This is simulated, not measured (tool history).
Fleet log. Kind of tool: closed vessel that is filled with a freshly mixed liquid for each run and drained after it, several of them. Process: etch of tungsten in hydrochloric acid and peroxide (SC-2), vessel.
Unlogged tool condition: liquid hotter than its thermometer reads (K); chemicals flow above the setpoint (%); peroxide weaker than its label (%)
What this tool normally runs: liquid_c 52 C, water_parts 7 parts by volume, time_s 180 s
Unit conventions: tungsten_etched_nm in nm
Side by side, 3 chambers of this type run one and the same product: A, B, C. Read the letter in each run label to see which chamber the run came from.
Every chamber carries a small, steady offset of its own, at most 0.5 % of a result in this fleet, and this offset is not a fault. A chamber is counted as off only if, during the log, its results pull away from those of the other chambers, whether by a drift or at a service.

run	hour	liquid_c	water_parts	time_s	hours since the thermometer was replaced	hours since the chemicals flow meter was replaced	hours since the drum of peroxide was connected	read-back film thickness of the tungsten reference wafer, read on the same gauge (nm)	tungsten_etched_nm
1A	2.9	52	7	180	992.2	493.3	642.7	60.012	35.664
2C	6.1	52	7	180	1246.1	397.9	84.1	59.997	35.194
3B	10.6	52	7	180	2233	913.3	785.1	60.011	35.788
4B	15	52	7	180	2237.4	917.7	789.5	60.004	35.654
5A	17.8	61.5	6	180	1007.1	508.2	657.6	59.999	72.957
6C	21.8	61.5	6	180	1261.8	413.6	99.8	59.985	74.613
7A	26.5	61.5	6	180	1015.8	516.9	666.3	59.998	73.777
8C	29.5	52	7	180	1269.5	421.3	107.5	59.987	35.493
# hour 31.5: chamber B: thermometer replaced
9B	32.9	52	7	180	1.5	935.6	807.4	60.004	35.97
10A	35.4	52	7	180	1024.7	525.8	675.2	59.979	35.342
11B	38.5	52	5	180	7.1	941.2	813	60.014	45.322
12C	41.3	52	5	180	1281.3	433.1	119.3	60.016	44.957
13A	44.6	52	5	180	1033.9	535	684.4	60.015	45.538
14B	46.9	52	7	180	15.5	949.6	821.4	60.015	35.7
15C	50.2	52	7	180	1290.2	442	128.2	60.012	35.063
16B	54.1	52	7	180	22.7	956.8	828.6	59.977	36.181
17A	57.2	52	7	180	1046.5	547.6	697	59.983	34.973
18C	60.4	52	7	180	1300.4	452.2	138.4	59.994	35.523
19A	63	57.5	7	180	1052.3	553.4	702.8	59.953	51.43
20B	66.5	57.5	7	180	35.1	969.2	841	60.019	51.914
21C	68.7	57.5	7	180	1308.7	460.5	146.7	59.98	50.678
22C	71.9	52	7	180	1311.9	463.7	149.9	60.011	35.761
# hour 74.2: chamber A: new drum of peroxide connected
23A	74.3	52	7	180	1063.6	564.7	0.1	59.998	35.959
24B	78.3	52	7	180	46.9	981	852.8	60.022	36.119
25B	82.6	52	7	180	51.2	985.3	857.1	60.021	35.377
26C	85.5	52	7	180	1325.5	477.3	163.5	59.971	35.575
27A	88.7	52	7	180	1078	579.1	14.5	59.978	35.929
28C	93.2	52	7	180	1333.2	485	171.2	60.008	35.745
29B	96.1	47.5	7	180	64.7	998.8	870.6	59.979	26.275
30A	100.8	47.5	7	180	1090.1	591.2	26.6	60	26.064
# hour 101.7: chamber B: new drum of peroxide connected
31B	103.5	47.5	7	180	72.1	1006.2	1.9	59.983	26.544
32C	105.9	47.5	7	135	1345.9	497.7	183.9	59.972	19.6
33A	109.2	47.5	7	135	1098.5	599.6	35	60.001	19.736
34A	114.1	47.5	7	135	1103.4	604.5	39.9	60.046	19.864
35B	118	52	7	180	86.6	1020.7	16.4	60.006	35.65

For the next run the whole fleet of 3 chambers uses the same settings. Give each chamber's results:
36A	121.5	52	4.5	180					?
36B	121.5	52	4.5	180					?
36C	121.5	52	4.5	180					?

run	tungsten_etched_nm
36A	49.014
36B	49.03
36C	48.698
